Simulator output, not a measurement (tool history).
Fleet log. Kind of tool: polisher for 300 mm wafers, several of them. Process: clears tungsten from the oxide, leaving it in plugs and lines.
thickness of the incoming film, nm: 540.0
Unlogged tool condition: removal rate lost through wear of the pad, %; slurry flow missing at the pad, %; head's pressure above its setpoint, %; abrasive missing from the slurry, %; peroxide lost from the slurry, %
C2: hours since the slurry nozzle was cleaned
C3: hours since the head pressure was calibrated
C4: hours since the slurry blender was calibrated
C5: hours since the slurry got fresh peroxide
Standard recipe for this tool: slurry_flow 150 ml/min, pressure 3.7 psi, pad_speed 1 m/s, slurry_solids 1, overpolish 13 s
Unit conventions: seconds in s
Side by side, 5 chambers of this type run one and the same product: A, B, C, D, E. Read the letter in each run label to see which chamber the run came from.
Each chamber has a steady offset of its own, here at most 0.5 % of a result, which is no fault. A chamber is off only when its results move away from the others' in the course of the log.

run 1E hour=9.7 | slurry_flow=150 pressure=3.7 pad_speed=1 slurry_solids=1 overpolish=13 | wafers_polished_on_this_pad=368 C2=345.9 C3=126.7 C4=21.8 C5=83.8 | seconds=115.27
-- hour=15.2 chamber C: slurry blender recalibrated
run 2A hour=20.7 | slurry_flow=150 pressure=3.7 pad_speed=1 slurry_solids=1 overpolish=13 | wafers_polished_on_this_pad=801 C2=131.2 C3=658.8 C4=336.8 C5=99.6 | seconds=112.87
-- hour=26.8 chamber D: slurry tank refilled with fresh slurry and peroxide
run 3B hour=27.7 | slurry_flow=150 pressure=3.7 pad_speed=1 slurry_solids=1 overpolish=13 | wafers_polished_on_this_pad=620 C2=231.3 C3=227 C4=183.7 C5=43.3 | seconds=112.92
-- hour=38 chamber B: slurry blender recalibrated
-- hour=38.6 chamber A: slurry tank refilled with fresh slurry and peroxide
run 4C hour=40.5 | slurry_flow=150 pressure=3.7 pad_speed=1 slurry_solids=1 overpolish=13 | wafers_polished_on_this_pad=470 C2=66.7 C3=174.1 C4=25.3 C5=55.9 | seconds=112.75
run 5D hour=51.7 | slurry_flow=150 pressure=3.7 pad_speed=1 slurry_solids=1 overpolish=13 | wafers_polished_on_this_pad=1230 C2=550.1 C3=269.4 C4=195.4 C5=25 | seconds=117.71
run 6E hour=63.6 | slurry_flow=185 pressure=3.7 pad_speed=1 slurry_solids=0.7 overpolish=13 | wafers_polished_on_this_pad=661 C2=399.8 C3=180.6 C4=75.7 C5=137.7 | seconds=119.29
-- hour=68.9 chamber C: slurry tank refilled with fresh slurry and peroxide
-- hour=78.2 chamber A: slurry blender recalibrated
run 7D hour=78.3 | slurry_flow=185 pressure=3.7 pad_speed=1 slurry_solids=0.7 overpolish=13 | wafers_polished_on_this_pad=1375 C2=576.7 C3=296 C4=222 C5=51.6 | seconds=116.82
-- hour=81.7 chamber D: worn pad replaced by a new one
-- hour=87 chamber A: worn pad replaced by a new one
run 8A hour=92.1 | slurry_flow=185 pressure=3.7 pad_speed=1 slurry_solids=0.7 overpolish=13 | wafers_polished_on_this_pad=28 C2=202.6 C3=730.2 C4=13.9 C5=53.6 | seconds=119.81
-- hour=93 chamber B: slurry nozzle cleaned
-- hour=94.3 chamber B: worn pad replaced by a new one
run 9B hour=101 | slurry_flow=185 pressure=3.7 pad_speed=1 slurry_solids=0.7 overpolish=13 | wafers_polished_on_this_pad=36 C2=8 C3=300.3 C4=63.1 C5=116.6 | seconds=117.36
run 10C hour=114 | slurry_flow=185 pressure=3.7 pad_speed=1 slurry_solids=0.7 overpolish=13 | wafers_polished_on_this_pad=869 C2=140.2 C3=247.6 C4=98.8 C5=45.2 | seconds=120.56
-- hour=127.7 chamber E: worn pad replaced by a new one
run 11E hour=128.8 | slurry_flow=150 pressure=3.7 pad_speed=1 slurry_solids=1 overpolish=13 | wafers_polished_on_this_pad=6 C2=465 C3=245.8 C4=140.9 C5=202.9 | seconds=116.51
-- hour=132 chamber D: slurry tank refilled with fresh slurry and peroxide
run 12C hour=135.9 | slurry_flow=150 pressure=3 pad_speed=1 slurry_solids=1 overpolish=17 | wafers_polished_on_this_pad=988 C2=162.1 C3=269.5 C4=120.7 C5=67.1 | seconds=141.12
-- hour=147.5 chamber C: worn pad replaced by a new one
run 13D hour=149.9 | slurry_flow=150 pressure=3 pad_speed=1 slurry_solids=1 overpolish=17 | wafers_polished_on_this_pad=370 C2=648.3 C3=367.6 C4=293.6 C5=17.9 | seconds=139.2
-- hour=158.1 chamber B: slurry tank refilled with fresh slurry and peroxide
-- hour=159.7 chamber A: slurry tank refilled with fresh slurry and peroxide
run 14B hour=160.8 | slurry_flow=150 pressure=3 pad_speed=1 slurry_solids=1 overpolish=17 | wafers_polished_on_this_pad=361 C2=67.8 C3=360.1 C4=122.9 C5=2.7 | seconds=137.72
run 15A hour=170.7 | slurry_flow=150 pressure=3 pad_speed=1 slurry_solids=1 overpolish=17 | wafers_polished_on_this_pad=454 C2=281.2 C3=808.8 C4=92.5 C5=11.1 | seconds=139.31
-- hour=176.1 chamber C: slurry tank refilled with fresh slurry and peroxide
run 16E hour=179 | slurry_flow=150 pressure=3 pad_speed=1 slurry_solids=1 overpolish=17 | wafers_polished_on_this_pad=278 C2=515.2 C3=296 C4=191.1 C5=253.1 | seconds=143.94
run 17C hour=193.2 | slurry_flow=150 pressure=3.7 pad_speed=1 slurry_solids=1 overpolish=13 | wafers_polished_on_this_pad=248 C2=219.4 C3=326.8 C4=178 C5=17.1 | seconds=114.95
run 18B hour=201.5 | slurry_flow=150 pressure=3.7 pad_speed=1 slurry_solids=0.9 overpolish=13 | wafers_polished_on_this_pad=582 C2=108.5 C3=400.8 C4=163.6 C5=43.4 | seconds=118.24
run 19A hour=211 | slurry_flow=150 pressure=3.7 pad_speed=1 slurry_solids=0.9 overpolish=13 | wafers_polished_on_this_pad=673 C2=321.5 C3=849.1 C4=132.8 C5=51.4 | seconds=116.27
-- hour=214.3 chamber D: slurry tank refilled with fresh slurry and peroxide
run 20D hour=219.9 | slurry_flow=150 pressure=3.7 pad_speed=1 slurry_solids=0.9 overpolish=13 | wafers_polished_on_this_pad=750 C2=718.3 C3=437.6 C4=363.6 C5=5.6 | seconds=117.34
run 21C hour=231.3 | slurry_flow=150 pressure=3.7 pad_speed=1 slurry_solids=0.9 overpolish=13 | wafers_polished_on_this_pad=455 C2=257.5 C3=364.9 C4=216.1 C5=55.2 | seconds=120.11
-- hour=234.3 chamber B: slurry blender recalibrated
-- hour=235.5 chamber C: slurry nozzle cleaned
run 22A hour=238.4 | slurry_flow=150 pressure=3.7 pad_speed=1 slurry_solids=0.9 overpolish=13 | wafers_polished_on_this_pad=822 C2=348.9 C3=876.5 C4=160.2 C5=78.8 | seconds=117.94
-- hour=239.2 chamber E: slurry blender recalibrated
run 23E hour=253.3 | slurry_flow=150 pressure=3.7 pad_speed=1 slurry_solids=1 overpolish=13 | wafers_polished_on_this_pad=682 C2=589.5 C3=370.3 C4=14.2 C5=327.4 | seconds=116.79
run 24D hour=264.9 | slurry_flow=150 pressure=3.7 pad_speed=1 slurry_solids=1 overpolish=13 | wafers_polished_on_this_pad=995 C2=763.3 C3=482.6 C4=408.6 C5=50.6 | seconds=114.26
-- hour=267 chamber C: slurry tank refilled with fresh slurry and peroxide
-- hour=267.9 chamber A: slurry nozzle cleaned
-- hour=273.4 chamber D: slurry blender recalibrated
-- hour=274.5 chamber E: slurry nozzle cleaned
run 25B hour=277.7 | slurry_flow=150 pressure=3.7 pad_speed=1 slurry_solids=1 overpolish=13 | wafers_polished_on_this_pad=996 C2=184.7 C3=477 C4=43.5 C5=119.6 | seconds=114.2
-- hour=278 chamber C: slurry blender recalibrated
run 26E hour=290.7 | slurry_flow=150 pressure=3.7 pad_speed=1 slurry_solids=1 overpolish=13 | wafers_polished_on_this_pad=885 C2=16.3 C3=407.7 C4=51.6 C5=364.8 | seconds=117.61
-- hour=291.8 chamber B: worn pad replaced by a new one
-- hour=295.4 chamber A: slurry tank refilled with fresh slurry and peroxide
run 27D hour=301.2 | slurry_flow=150 pressure=3.7 pad_speed=1 slurry_solids=1 overpolish=13 | wafers_polished_on_this_pad=1192 C2=799.6 C3=518.9 C4=27.9 C5=86.9 | seconds=115.94
-- hour=309.1 chamber D: worn pad replaced by a new one
run 28A hour=310.7 | slurry_flow=150 pressure=3.7 pad_speed=1 slurry_solids=1 overpolish=13 | wafers_polished_on_this_pad=1215 C2=42.8 C3=948.8 C4=232.5 C5=15.3 | seconds=114.47
-- hour=317.4 chamber E: worn pad replaced by a new one
run 29B hour=319 | slurry_flow=150 pressure=3.7 pad_speed=1 slurry_solids=1 overpolish=13 | wafers_polished_on_this_pad=147 C2=226 C3=518.3 C4=84.8 C5=160.9 | seconds=114.51
-- hour=325.2 chamber D: slurry tank refilled with fresh slurry and peroxide
run 30C hour=329.2 | slurry_flow=150 pressure=3.7 pad_speed=1 slurry_solids=1 overpolish=13 | wafers_polished_on_this_pad=987 C2=93.7 C3=462.8 C4=51.3 C5=62.2 | seconds=111.51
-- hour=341.8 chamber C: worn pad replaced by a new one
run 31B hour=344.3 | slurry_flow=150 pressure=3.7 pad_speed=1 slurry_solids=1 overpolish=13 | wafers_polished_on_this_pad=285 C2=251.3 C3=543.6 C4=110.1 C5=186.2 | seconds=115
-- hour=347.7 chamber B: slurry tank refilled with fresh slurry and peroxide
-- hour=353.2 chamber A: worn pad replaced by a new one
run 32D hour=357.5 | slurry_flow=150 pressure=3.7 pad_speed=1 slurry_solids=1 overpolish=13 | wafers_polished_on_this_pad=263 C2=855.9 C3=575.2 C4=84.2 C5=32.3 | seconds=112.36
run 33A hour=368.8 | slurry_flow=150 pressure=3.7 pad_speed=1 slurry_solids=1 overpolish=13 | wafers_polished_on_this_pad=84 C2=100.9 C3=1006.9 C4=290.6 C5=73.4 | seconds=113.09
-- hour=374.4 chamber C: slurry tank refilled with fresh slurry and peroxide
run 34E hour=383.1 | slurry_flow=185 pressure=3.7 pad_speed=1 slurry_solids=0.75 overpolish=13 | wafers_polished_on_this_pad=357 C2=108.7 C3=500.1 C4=144 C5=457.2 | seconds=123.61
run 35C hour=394.6 | slurry_flow=185 pressure=3.7 pad_speed=1 slurry_solids=0.75 overpolish=13 | wafers_polished_on_this_pad=287 C2=159.1 C3=528.2 C4=116.7 C5=20.3 | seconds=116.85
run 36B hour=409.6 | slurry_flow=185 pressure=3.7 pad_speed=1 slurry_solids=0.75 overpolish=13 | wafers_polished_on_this_pad=640 C2=316.6 C3=608.9 C4=175.4 C5=62 | seconds=118.23
run 37C hour=417.4 | slurry_flow=185 pressure=3.7 pad_speed=1 slurry_solids=0.75 overpolish=13 | wafers_polished_on_this_pad=411 C2=181.9 C3=551 C4=139.5 C5=43.1 | seconds=117.87
run 38E hour=428.4 | slurry_flow=185 pressure=3.7 pad_speed=1 slurry_solids=0.75 overpolish=13 | wafers_polished_on_this_pad=603 C2=154 C3=545.4 C4=189.3 C5=502.5 | seconds=128.7

Next, every chamber runs the same settings. What will each give?
run 39A hour=439.4 | slurry_flow=180 pressure=3.7 pad_speed=1 slurry_solids=1 overpolish=13 | seconds=?
run 39B hour=439.4 | slurry_flow=180 pressure=3.7 pad_speed=1 slurry_solids=1 overpolish=13 | seconds=?
run 39C hour=439.4 | slurry_flow=180 pressure=3.7 pad_speed=1 slurry_solids=1 overpolish=13 | seconds=?
run 39D hour=439.4 | slurry_flow=180 pressure=3.7 pad_speed=1 slurry_solids=1 overpolish=13 | seconds=?
run 39E hour=439.4 | slurry_flow=180 pressure=3.7 pad_speed=1 slurry_solids=1 overpolish=13 | seconds=?

run=39A seconds=111.37
run=39B seconds=110.18
run=39C seconds=111.18
run=39D seconds=113.22
run=39E seconds=122.41

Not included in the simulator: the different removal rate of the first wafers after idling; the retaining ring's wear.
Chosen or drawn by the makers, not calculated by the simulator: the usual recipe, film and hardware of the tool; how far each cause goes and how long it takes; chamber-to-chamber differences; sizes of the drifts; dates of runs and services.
